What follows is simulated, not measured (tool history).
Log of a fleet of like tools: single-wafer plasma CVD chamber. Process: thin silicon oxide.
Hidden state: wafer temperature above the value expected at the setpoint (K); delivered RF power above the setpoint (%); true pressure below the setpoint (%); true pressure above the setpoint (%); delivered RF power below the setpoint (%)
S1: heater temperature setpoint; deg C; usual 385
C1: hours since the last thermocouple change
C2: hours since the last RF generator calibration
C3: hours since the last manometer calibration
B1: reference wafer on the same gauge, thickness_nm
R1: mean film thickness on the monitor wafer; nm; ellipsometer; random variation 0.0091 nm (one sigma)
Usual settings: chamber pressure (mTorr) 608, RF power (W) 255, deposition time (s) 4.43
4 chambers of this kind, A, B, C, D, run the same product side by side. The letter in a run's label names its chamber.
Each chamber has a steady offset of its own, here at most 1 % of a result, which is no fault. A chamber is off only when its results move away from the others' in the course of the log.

{"run": "1C", "hour": 8.1, "S1": 385, "chamber pressure (mTorr)": 608, "RF power (W)": 255, "deposition time (s)": 4.43, "C1": 87.7, "C2": 699.7, "C3": 806.8, "B1": 5.3413, "R1": 5.7551}
{"run": "2B", "hour": 13.9, "S1": 385, "chamber pressure (mTorr)": 608, "RF power (W)": 255, "deposition time (s)": 4.43, "C1": 360.4, "C2": 366.3, "C3": 1324.9, "B1": 5.3408, "R1": 5.801}
{"run": "3A", "hour": 21.2, "S1": 385, "chamber pressure (mTorr)": 608, "RF power (W)": 255, "deposition time (s)": 4.43, "C1": 539.3, "C2": 712.8, "C3": 1052.4, "B1": 5.3417, "R1": 5.7589}
{"run": "4D", "hour": 30.5, "S1": 385, "chamber pressure (mTorr)": 608, "RF power (W)": 255, "deposition time (s)": 4.43, "C1": 1136.0, "C2": 388.6, "C3": 520.9, "B1": 5.345, "R1": 5.8212}
{"run": "5A", "hour": 42.4, "S1": 385, "chamber pressure (mTorr)": 608, "RF power (W)": 255, "deposition time (s)": 4.43, "C1": 560.5, "C2": 734.0, "C3": 1073.6, "B1": 5.3463, "R1": 5.7797}
{"run": "6C", "hour": 54.1, "S1": 385, "chamber pressure (mTorr)": 608, "RF power (W)": 255, "deposition time (s)": 4.43, "C1": 133.7, "C2": 745.7, "C3": 852.8, "B1": 5.3468, "R1": 5.7814}
{"run": "7B", "hour": 61.4, "S1": 385, "chamber pressure (mTorr)": 608, "RF power (W)": 255, "deposition time (s)": 4.43, "C1": 407.9, "C2": 413.8, "C3": 1372.4, "B1": 5.3489, "R1": 5.8038}
{"run": "8D", "hour": 70.0, "S1": 385, "chamber pressure (mTorr)": 608, "RF power (W)": 255, "deposition time (s)": 4.43, "C1": 1175.5, "C2": 428.1, "C3": 560.4, "B1": 5.3492, "R1": 5.8347}
{"run": "9D", "hour": 77.0, "S1": 385, "chamber pressure (mTorr)": 556, "RF power (W)": 255, "deposition time (s)": 4.83, "C1": 1182.5, "C2": 435.1, "C3": 567.4, "B1": 5.3502, "R1": 5.7651}
{"run": "10B", "hour": 82.8, "S1": 385, "chamber pressure (mTorr)": 556, "RF power (W)": 255, "deposition time (s)": 4.83, "C1": 429.3, "C2": 435.2, "C3": 1393.8, "B1": 5.3517, "R1": 5.7683}
{"hour": 88.6, "done": "chamber C: capacitance manometer re-zeroed and calibrated"}
{"run": "11A", "hour": 91.7, "S1": 385, "chamber pressure (mTorr)": 556, "RF power (W)": 255, "deposition time (s)": 4.83, "C1": 609.8, "C2": 783.3, "C3": 1122.9, "B1": 5.3534, "R1": 5.6935}
{"run": "12C", "hour": 103.9, "S1": 385, "chamber pressure (mTorr)": 556, "RF power (W)": 255, "deposition time (s)": 4.83, "C1": 183.5, "C2": 795.5, "C3": 15.3, "B1": 5.3571, "R1": 5.7084}
{"run": "13D", "hour": 114.8, "S1": 385, "chamber pressure (mTorr)": 608, "RF power (W)": 255, "deposition time (s)": 4.43, "C1": 1220.3, "C2": 472.9, "C3": 605.2, "B1": 5.3586, "R1": 5.8508}
{"run": "14C", "hour": 127.8, "S1": 385, "chamber pressure (mTorr)": 608, "RF power (W)": 255, "deposition time (s)": 4.43, "C1": 207.4, "C2": 819.4, "C3": 39.2, "B1": 5.3593, "R1": 5.7789}
{"run": "15B", "hour": 139.9, "S1": 385, "chamber pressure (mTorr)": 608, "RF power (W)": 255, "deposition time (s)": 4.43, "C1": 486.4, "C2": 492.3, "C3": 1450.9, "B1": 5.3615, "R1": 5.8245}
{"run": "16A", "hour": 152.2, "S1": 385, "chamber pressure (mTorr)": 608, "RF power (W)": 255, "deposition time (s)": 4.43, "C1": 670.3, "C2": 843.8, "C3": 1183.4, "B1": 5.3643, "R1": 5.8164}
{"run": "17D", "hour": 159.8, "S1": 385, "chamber pressure (mTorr)": 608, "RF power (W)": 255, "deposition time (s)": 4.43, "C1": 1265.3, "C2": 517.9, "C3": 650.2, "B1": 5.3651, "R1": 5.8528}
{"run": "18B", "hour": 166.4, "S1": 385, "chamber pressure (mTorr)": 608, "RF power (W)": 255, "deposition time (s)": 4.43, "C1": 512.9, "C2": 518.8, "C3": 1477.4, "B1": 5.3643, "R1": 5.8136}
{"run": "19A", "hour": 172.5, "S1": 371, "chamber pressure (mTorr)": 661, "RF power (W)": 255, "deposition time (s)": 4.43, "C1": 690.6, "C2": 864.1, "C3": 1203.7, "B1": 5.3642, "R1": 6.4109}
{"run": "20C", "hour": 182.9, "S1": 371, "chamber pressure (mTorr)": 661, "RF power (W)": 255, "deposition time (s)": 4.43, "C1": 262.5, "C2": 874.5, "C3": 94.3, "B1": 5.3683, "R1": 6.4017}
{"hour": 184.7, "done": "chamber A: capacitance manometer re-zeroed and calibrated"}
{"run": "21B", "hour": 188.9, "S1": 371, "chamber pressure (mTorr)": 661, "RF power (W)": 255, "deposition time (s)": 4.43, "C1": 535.4, "C2": 541.3, "C3": 1499.9, "B1": 5.3684, "R1": 6.4526}
{"run": "22C", "hour": 195.6, "S1": 371, "chamber pressure (mTorr)": 661, "RF power (W)": 255, "deposition time (s)": 4.43, "C1": 275.2, "C2": 887.2, "C3": 107.0, "B1": 5.3694, "R1": 6.4161}
{"run": "23A", "hour": 206.8, "S1": 385, "chamber pressure (mTorr)": 608, "RF power (W)": 255, "deposition time (s)": 4.43, "C1": 724.9, "C2": 898.4, "C3": 22.2, "B1": 5.3707, "R1": 5.8049}
{"run": "24D", "hour": 213.1, "S1": 385, "chamber pressure (mTorr)": 608, "RF power (W)": 255, "deposition time (s)": 4.43, "C1": 1318.6, "C2": 571.2, "C3": 703.5, "B1": 5.37, "R1": 5.8427}
{"run": "25C", "hour": 224.5, "S1": 385, "chamber pressure (mTorr)": 608, "RF power (W)": 255, "deposition time (s)": 4.43, "C1": 304.1, "C2": 916.1, "C3": 135.9, "B1": 5.374, "R1": 5.7934}

What goes on in this fleet: one chamber off, a drifting gauge, or nothing beyond the chambers' own small offsets? Name the chamber and the cause, if any.

The gauge drifts, so all chambers seem to drift together. No chamber is off.
Cause: gauge reads high (%) = 0.658.

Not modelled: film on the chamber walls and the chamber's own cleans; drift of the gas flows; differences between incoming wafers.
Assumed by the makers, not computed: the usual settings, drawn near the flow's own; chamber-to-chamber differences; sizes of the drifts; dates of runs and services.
